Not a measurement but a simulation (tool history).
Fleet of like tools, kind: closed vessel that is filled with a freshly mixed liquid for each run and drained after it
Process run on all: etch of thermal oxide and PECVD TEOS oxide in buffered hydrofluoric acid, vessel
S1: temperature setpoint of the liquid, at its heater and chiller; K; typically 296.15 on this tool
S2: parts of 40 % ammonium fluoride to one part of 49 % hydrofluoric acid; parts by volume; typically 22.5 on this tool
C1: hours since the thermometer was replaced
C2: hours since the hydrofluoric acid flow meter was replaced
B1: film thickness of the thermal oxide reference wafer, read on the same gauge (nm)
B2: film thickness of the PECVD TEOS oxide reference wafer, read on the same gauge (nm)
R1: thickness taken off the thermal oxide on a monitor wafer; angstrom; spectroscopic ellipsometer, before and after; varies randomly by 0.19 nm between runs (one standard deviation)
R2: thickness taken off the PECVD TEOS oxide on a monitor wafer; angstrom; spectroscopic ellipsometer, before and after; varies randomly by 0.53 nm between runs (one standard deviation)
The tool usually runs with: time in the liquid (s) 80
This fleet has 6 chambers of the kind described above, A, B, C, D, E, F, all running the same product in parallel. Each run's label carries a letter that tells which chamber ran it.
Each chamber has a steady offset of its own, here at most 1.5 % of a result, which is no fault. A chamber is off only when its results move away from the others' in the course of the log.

{"run": "1A", "hour": 6.0, "S1": 296.15, "S2": 22.5, "time in the liquid (s)": 80, "C1": 1037.8, "C2": 296.3, "B1": 90.01, "B2": 100.01, "R1": 416.39, "R2": 744.03}
{"run": "2B", "hour": 15.9, "S1": 296.15, "S2": 22.5, "time in the liquid (s)": 80, "C1": 1013.6, "C2": 955.9, "B1": 89.967, "B2": 100.02, "R1": 414.58, "R2": 727.63}
{"run": "3C", "hour": 25.5, "S1": 296.15, "S2": 22.5, "time in the liquid (s)": 80, "C1": 813.9, "C2": 1419.8, "B1": 89.983, "B2": 100.01, "R1": 405.11, "R2": 729.27}
{"run": "4F", "hour": 32.2, "S1": 296.15, "S2": 22.5, "time in the liquid (s)": 80, "C1": 2280.5, "C2": 49.9, "B1": 89.985, "B2": 99.988, "R1": 411.54, "R2": 729.79}
{"run": "5D", "hour": 37.6, "S1": 296.15, "S2": 22.5, "time in the liquid (s)": 80, "C1": 1363.8, "C2": 2265.3, "B1": 90.008, "B2": 99.996, "R1": 416.25, "R2": 727.48}
{"run": "6E", "hour": 42.5, "S1": 296.15, "S2": 22.5, "time in the liquid (s)": 80, "C1": 1882.7, "C2": 137.7, "B1": 90.034, "B2": 99.997, "R1": 413.57, "R2": 725.65}
{"run": "7D", "hour": 51.9, "S1": 296.15, "S2": 22.5, "time in the liquid (s)": 80, "C1": 1378.1, "C2": 2279.6, "B1": 90.009, "B2": 99.971, "R1": 414.76, "R2": 734.97}
{"run": "8C", "hour": 57.2, "S1": 296.15, "S2": 22.5, "time in the liquid (s)": 80, "C1": 845.6, "C2": 1451.5, "B1": 89.999, "B2": 100.01, "R1": 408.56, "R2": 732.68}
{"run": "9B", "hour": 62.6, "S1": 296.15, "S2": 22.5, "time in the liquid (s)": 80, "C1": 1060.3, "C2": 1002.6, "B1": 90.035, "B2": 100.01, "R1": 412.76, "R2": 724.13}
{"run": "10E", "hour": 70.2, "S1": 296.15, "S2": 22.5, "time in the liquid (s)": 80, "C1": 1910.4, "C2": 165.4, "B1": 89.98, "B2": 100.02, "R1": 411.68, "R2": 723.71}
{"run": "11F", "hour": 77.8, "S1": 296.15, "S2": 22.5, "time in the liquid (s)": 80, "C1": 2326.1, "C2": 95.5, "B1": 90.031, "B2": 99.994, "R1": 412.23, "R2": 730.56}
{"run": "12A", "hour": 87.1, "S1": 296.15, "S2": 22.5, "time in the liquid (s)": 80, "C1": 1118.9, "C2": 377.4, "B1": 89.991, "B2": 99.988, "R1": 414.41, "R2": 735.31}
{"run": "13E", "hour": 94.5, "S1": 296.15, "S2": 22.5, "time in the liquid (s)": 80, "C1": 1934.7, "C2": 189.7, "B1": 89.998, "B2": 99.993, "R1": 410.74, "R2": 722.92}
{"run": "14F", "hour": 100.1, "S1": 297.65, "S2": 15.0, "time in the liquid (s)": 80, "C1": 2348.4, "C2": 117.8, "B1": 90.01, "B2": 99.996, "R1": 637.78, "R2": 1143.0}
{"run": "15D", "hour": 109.6, "S1": 297.65, "S2": 15.0, "time in the liquid (s)": 80, "C1": 1435.8, "C2": 2337.3, "B1": 89.984, "B2": 100.01, "R1": 645.77, "R2": 1140.2}
{"run": "16A", "hour": 116.6, "S1": 297.65, "S2": 15.0, "time in the liquid (s)": 80, "C1": 1148.4, "C2": 406.9, "B1": 90.007, "B2": 99.981, "R1": 649.31, "R2": 1149.9}
{"run": "17C", "hour": 123.3, "S1": 297.65, "S2": 15.0, "time in the liquid (s)": 80, "C1": 911.7, "C2": 1517.6, "B1": 90.023, "B2": 100.0, "R1": 633.61, "R2": 1150.5}
{"hour": 129.1, "done": "chamber B: hydrofluoric acid flow meter replaced"}
{"run": "18B", "hour": 132.7, "S1": 297.65, "S2": 15.0, "time in the liquid (s)": 80, "C1": 1130.4, "C2": 3.6, "B1": 90.012, "B2": 100.01, "R1": 646.51, "R2": 1130.9}
{"run": "19C", "hour": 138.6, "S1": 297.65, "S2": 15.0, "time in the liquid (s)": 80, "C1": 927.0, "C2": 1532.9, "B1": 90.026, "B2": 99.993, "R1": 636.98, "R2": 1153.9}
{"run": "20A", "hour": 148.4, "S1": 296.15, "S2": 22.5, "time in the liquid (s)": 80, "C1": 1180.2, "C2": 438.7, "B1": 89.981, "B2": 100.01, "R1": 415.17, "R2": 731.4}
{"run": "21D", "hour": 152.7, "S1": 296.15, "S2": 22.5, "time in the liquid (s)": 80, "C1": 1478.9, "C2": 2380.4, "B1": 89.996, "B2": 99.986, "R1": 419.49, "R2": 729.75}
{"run": "22E", "hour": 157.3, "S1": 296.15, "S2": 22.5, "time in the liquid (s)": 80, "C1": 1997.5, "C2": 252.5, "B1": 90.013, "B2": 100.02, "R1": 411.79, "R2": 718.59}
{"run": "23B", "hour": 164.2, "S1": 298.15, "S2": 22.5, "time in the liquid (s)": 80, "C1": 1161.9, "C2": 35.1, "B1": 90.022, "B2": 99.992, "R1": 458.01, "R2": 819.69}
{"run": "24F", "hour": 173.8, "S1": 298.15, "S2": 22.5, "time in the liquid (s)": 80, "C1": 2422.1, "C2": 191.5, "B1": 90.023, "B2": 99.998, "R1": 461.36, "R2": 819.66}
{"hour": 175.4, "done": "chamber F: thermometer replaced"}
{"run": "25E", "hour": 182.8, "S1": 298.15, "S2": 22.5, "time in the liquid (s)": 80, "C1": 2023.0, "C2": 278.0, "B1": 90.004, "B2": 100.01, "R1": 457.12, "R2": 798.43}
{"run": "26B", "hour": 187.5, "S1": 298.15, "S2": 22.5, "time in the liquid (s)": 80, "C1": 1185.2, "C2": 58.4, "B1": 90.009, "B2": 100.01, "R1": 465.23, "R2": 824.59}
{"run": "27C", "hour": 197.3, "S1": 298.15, "S2": 22.5, "time in the liquid (s)": 80, "C1": 985.7, "C2": 1591.6, "B1": 90.005, "B2": 99.999, "R1": 452.68, "R2": 808.17}
{"run": "28D", "hour": 203.6, "S1": 298.15, "S2": 22.5, "time in the liquid (s)": 80, "C1": 1529.8, "C2": 2431.3, "B1": 90.032, "B2": 100.01, "R1": 463.96, "R2": 816.05}
{"run": "29A", "hour": 213.5, "S1": 296.15, "S2": 22.5, "time in the liquid (s)": 80, "C1": 1245.3, "C2": 503.8, "B1": 89.985, "B2": 99.987, "R1": 418.45, "R2": 732.22}
{"run": "30F", "hour": 219.9, "S1": 296.15, "S2": 22.5, "time in the liquid (s)": 80, "C1": 44.6, "C2": 237.6, "B1": 89.963, "B2": 99.995, "R1": 412.25, "R2": 730.13}
{"run": "31A", "hour": 228.3, "S1": 296.15, "S2": 22.5, "time in the liquid (s)": 80, "C1": 1260.1, "C2": 518.6, "B1": 90.035, "B2": 100.01, "R1": 415.9, "R2": 732.55}
{"run": "32E", "hour": 235.1, "S1": 296.15, "S2": 22.5, "time in the liquid (s)": 80, "C1": 2075.3, "C2": 330.3, "B1": 89.975, "B2": 99.991, "R1": 412.05, "R2": 725.15}
{"run": "33B", "hour": 239.7, "S1": 294.65, "S2": 30.0, "time in the liquid (s)": 80, "C1": 1237.4, "C2": 110.6, "B1": 90.031, "B2": 100.03, "R1": 310.49, "R2": 547.83}
{"run": "34C", "hour": 245.0, "S1": 294.65, "S2": 30.0, "time in the liquid (s)": 80, "C1": 1033.4, "C2": 1639.3, "B1": 89.944, "B2": 100.03, "R1": 304.57, "R2": 546.88}
{"run": "35D", "hour": 254.2, "S1": 294.65, "S2": 30.0, "time in the liquid (s)": 80, "C1": 1580.4, "C2": 2481.9, "B1": 89.977, "B2": 99.994, "R1": 315.95, "R2": 547.56}
{"run": "36F", "hour": 260.7, "S1": 294.65, "S2": 30.0, "time in the liquid (s)": 80, "C1": 85.4, "C2": 278.4, "B1": 89.996, "B2": 99.975, "R1": 312.25, "R2": 556.98}
{"run": "37D", "hour": 268.4, "S1": 294.65, "S2": 30.0, "time in the liquid (s)": 80, "C1": 1594.6, "C2": 2496.1, "B1": 90.018, "B2": 100.0, "R1": 314.95, "R2": 549.86}
{"run": "38E", "hour": 277.4, "S1": 294.65, "S2": 30.0, "time in the liquid (s)": 80, "C1": 2117.6, "C2": 372.6, "B1": 90.025, "B2": 100.01, "R1": 310.31, "R2": 546.6}
{"run": "39A", "hour": 286.4, "S1": 296.15, "S2": 22.5, "time in the liquid (s)": 80, "C1": 1318.2, "C2": 576.7, "B1": 89.963, "B2": 100.0, "R1": 416.1, "R2": 738.41}
{"run": "40B", "hour": 295.4, "S1": 296.15, "S2": 22.5, "time in the liquid (s)": 80, "C1": 1293.1, "C2": 166.3, "B1": 89.996, "B2": 99.989, "R1": 411.8, "R2": 736.21}
{"run": "41C", "hour": 299.9, "S1": 296.15, "S2": 22.5, "time in the liquid (s)": 80, "C1": 1088.3, "C2": 1694.2, "B1": 90.029, "B2": 99.999, "R1": 408.49, "R2": 721.27}
{"run": "42F", "hour": 309.6, "S1": 296.15, "S2": 22.5, "time in the liquid (s)": 80, "C1": 134.3, "C2": 327.3, "B1": 89.998, "B2": 100.01, "R1": 415.41, "R2": 735.23}

Is one chamber off against the others, does the gauge drift, or is nothing wrong? If a chamber is off, say which, and what the likeliest cause is.

Nothing is wrong: each chamber keeps only its own small, steady offset and the gauge holds still.
